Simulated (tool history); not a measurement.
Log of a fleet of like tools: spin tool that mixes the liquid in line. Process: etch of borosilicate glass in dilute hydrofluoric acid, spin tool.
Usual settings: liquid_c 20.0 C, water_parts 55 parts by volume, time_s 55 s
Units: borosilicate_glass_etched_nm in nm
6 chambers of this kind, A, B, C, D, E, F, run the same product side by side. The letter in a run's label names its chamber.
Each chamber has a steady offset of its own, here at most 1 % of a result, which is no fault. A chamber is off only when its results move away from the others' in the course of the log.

| run | hour | liquid_c | water_parts | time_s | read-back film thickness of the borosilicate glass reference wafer, read on the same gauge (nm) | borosilicate_glass_etched_nm |
|---|---|---|---|---|---|---|
| 1E | 9.5 | 20.0 | 55 | 55 | 129.98 | 31.182 |
| 2C | 15.3 | 20.0 | 55 | 55 | 130.00 | 30.761 |
| 3B | 22.6 | 20.0 | 55 | 55 | 130.04 | 30.534 |
| 4D | 32.4 | 20.0 | 55 | 55 | 130.02 | 31.268 |
| 5F | 38.6 | 20.0 | 55 | 55 | 130.01 | 31.070 |
| 6A | 44.2 | 20.0 | 55 | 55 | 129.95 | 30.878 |
| 7D | 53.1 | 20.0 | 55 | 55 | 129.99 | 31.080 |
|  | 55.4 | chamber A: hydrofluoric acid flow meter replaced |
| 8C | 58.7 | 20.0 | 55 | 55 | 129.99 | 30.801 |
|  | 64.2 | chamber A: thermometer replaced |
| 9B | 67.3 | 20.0 | 55 | 55 | 130.03 | 30.496 |
| 10F | 72.3 | 20.0 | 55 | 55 | 130.03 | 30.985 |
| 11E | 78.5 | 20.0 | 55 | 55 | 130.01 | 30.953 |
| 12A | 84.5 | 20.0 | 55 | 20 | 130.08 | 11.259 |
| 13A | 94.3 | 20.0 | 55 | 20 | 129.98 | 11.131 |
| 14C | 101.0 | 20.0 | 55 | 20 | 129.99 | 11.295 |
| 15F | 105.5 | 20.0 | 55 | 20 | 130.04 | 11.216 |
| 16B | 111.2 | 20.0 | 55 | 20 | 130.04 | 11.190 |
| 17D | 120.8 | 20.0 | 55 | 20 | 130.05 | 11.335 |
| 18E | 129.3 | 20.0 | 55 | 55 | 129.97 | 30.929 |
| 19F | 139.0 | 20.0 | 55 | 55 | 130.01 | 31.006 |
| 20A | 144.9 | 20.0 | 55 | 55 | 130.00 | 30.758 |
| 21E | 150.0 | 20.0 | 55 | 55 | 130.00 | 30.812 |
| 22B | 155.8 | 20.0 | 55 | 55 | 130.01 | 30.348 |
| 23D | 163.7 | 20.0 | 55 | 55 | 129.95 | 30.874 |
| 24C | 169.5 | 20.0 | 55 | 25 | 130.02 | 13.819 |
| 25B | 173.9 | 20.0 | 55 | 25 | 129.97 | 14.152 |
| 26D | 182.6 | 20.0 | 55 | 25 | 130.00 | 14.049 |
| 27E | 190.5 | 20.0 | 55 | 25 | 130.04 | 13.857 |
| 28A | 195.8 | 20.0 | 55 | 25 | 129.99 | 13.982 |
| 29F | 205.8 | 20.0 | 55 | 25 | 130.05 | 14.158 |
| 30C | 215.0 | 20.0 | 55 | 55 | 130.07 | 30.649 |
| 31A | 220.6 | 20.0 | 55 | 55 | 129.98 | 30.801 |
| 32C | 229.8 | 20.0 | 55 | 55 | 129.97 | 30.693 |
| 33F | 237.2 | 20.0 | 55 | 55 | 129.99 | 31.076 |
| 34D | 246.5 | 20.0 | 55 | 55 | 129.96 | 30.847 |
| 35E | 254.2 | 18.0 | 55 | 55 | 130.02 | 28.105 |
| 36B | 260.7 | 18.0 | 55 | 55 | 130.05 | 28.295 |
| 37A | 269.5 | 18.0 | 55 | 55 | 130.01 | 28.279 |
| 38F | 277.4 | 18.0 | 55 | 55 | 129.98 | 28.382 |
| 39B | 284.2 | 18.0 | 55 | 55 | 129.99 | 28.539 |
|  | 289.6 | chamber C: thermometer replaced |
| 40E | 292.5 | 18.0 | 55 | 55 | 130.00 | 28.601 |
| 41C | 299.7 | 20.0 | 55 | 55 | 130.02 | 31.122 |
| 42D | 304.1 | 20.0 | 55 | 55 | 130.01 | 31.087 |
| 43F | 309.3 | 24.5 | 55 | 55 | 129.97 | 38.243 |

All 6 chambers run these settings next. Forecast each chamber's results:
| 44A | 316.5 | 20.0 | 55 | 55 |  | ? |
| 44B | 316.5 | 20.0 | 55 | 55 |  | ? |
| 44C | 316.5 | 20.0 | 55 | 55 |  | ? |
| 44D | 316.5 | 20.0 | 55 | 55 |  | ? |
| 44E | 316.5 | 20.0 | 55 | 55 |  | ? |
| 44F | 316.5 | 20.0 | 55 | 55 |  | ? |

| run | borosilicate_glass_etched_nm |
|---|---|
| 44A | 30.519 |
| 44B | 31.039 |
| 44C | 30.729 |
| 44D | 31.066 |
| 44E | 31.400 |
| 44F | 31.504 |
